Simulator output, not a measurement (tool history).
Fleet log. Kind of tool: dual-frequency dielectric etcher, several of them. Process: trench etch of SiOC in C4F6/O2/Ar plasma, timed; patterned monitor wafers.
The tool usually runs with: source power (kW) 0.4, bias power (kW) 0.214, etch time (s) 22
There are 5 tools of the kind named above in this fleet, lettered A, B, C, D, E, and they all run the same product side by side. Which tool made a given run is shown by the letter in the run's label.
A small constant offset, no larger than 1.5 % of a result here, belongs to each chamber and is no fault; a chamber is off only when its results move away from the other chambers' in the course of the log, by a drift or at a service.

run,hour,source power (kW),bias power (kW),etch time (s),"read-back reference wafer on the same gauge, depth_nm",mean etch depth across the wafer (angstrom)
1C,4.6,0.4,0.214,22,49.411,483.52
2B,8.9,0.4,0.214,22,49.417,480.44
3A,11.6,0.4,0.214,22,49.423,476.27
4E,17,0.4,0.214,22,49.419,483.02
5D,20.1,0.45,0.214,22,49.421,506.62
6E,25.3,0.45,0.214,22,49.432,504.81
7B,29.4,0.45,0.214,22,49.439,502.66
8A,35,0.45,0.214,22,49.435,499.57
9C,39,0.45,0.214,22,49.446,505.94
10D,44.4,0.4,0.214,22,49.456,483.58
11B,48.1,0.4,0.214,22,49.445,480.79
12C,52.2,0.4,0.214,22,49.451,484.37
13D,55.4,0.4,0.214,22,49.463,484.67
14A,60.8,0.4,0.214,22,49.471,477.96
15E,63.8,0.4,0.214,22,49.466,483.4
16B,69,0.3,0.254,22,49.485,458.21
# hour 72.2: chamber A: wet clean of the chamber
17C,73.2,0.3,0.254,22,49.479,459.89
18A,78.6,0.3,0.254,22,49.501,453.23
# hour 84.4: chamber C: source power generator calibrated
19D,84.6,0.3,0.254,22,49.501,459.53
20E,87.4,0.3,0.254,22,49.505,458.75
21B,91.5,0.4,0.214,22,49.508,482.48
22D,97.3,0.4,0.172,22,49.508,452.84
23E,102.2,0.4,0.172,22,49.517,451.18
# hour 106.6: chamber E: wet clean of the chamber
24C,107,0.4,0.172,22,49.537,453.39
25A,109.8,0.4,0.172,22,49.532,445.86
# hour 111.1: chamber C: wet clean of the chamber
26B,115,0.4,0.172,22,49.534,448.94
27E,119.7,0.4,0.214,22,49.536,483.98
28D,124.7,0.4,0.214,18.5,49.552,407.92
# hour 128: chamber C: bias power generator calibrated
29A,128.5,0.4,0.214,18.5,49.548,401.79
30C,133,0.4,0.214,18.5,49.558,407.79
31E,138.6,0.4,0.214,18.5,49.56,407.17
32A,141.4,0.4,0.214,18.5,49.547,402.46
33B,144.2,0.4,0.214,22,49.557,482.37
34C,147.6,0.4,0.214,22,49.569,485.16
# hour 148.5: chamber D: wet clean of the chamber
35D,151.2,0.4,0.214,22,49.577,485.15
36E,153.8,0.4,0.214,22,49.594,484.39
37A,156.7,0.32,0.262,22,49.574,469
38B,159.9,0.32,0.262,22,49.597,474.55
39D,166.1,0.32,0.262,22,49.585,476.98
40C,170.4,0.32,0.262,22,49.588,477.75
41A,175.2,0.32,0.262,22,49.603,469.76
42C,179.6,0.4,0.214,22,49.6,485.78
43B,185.2,0.4,0.214,22,49.615,482.71

The same settings go to every chamber for the next run, one line per chamber below. Forecast the results for each:
44A,189.6,0.4,0.214,22,,?
44B,189.6,0.4,0.214,22,,?
44C,189.6,0.4,0.214,22,,?
44D,189.6,0.4,0.214,22,,?
44E,189.6,0.4,0.214,22,,?

run,mean etch depth across the wafer (angstrom)
44A,479.52
44B,483.03
44C,486.03
44D,486.69
44E,483.75
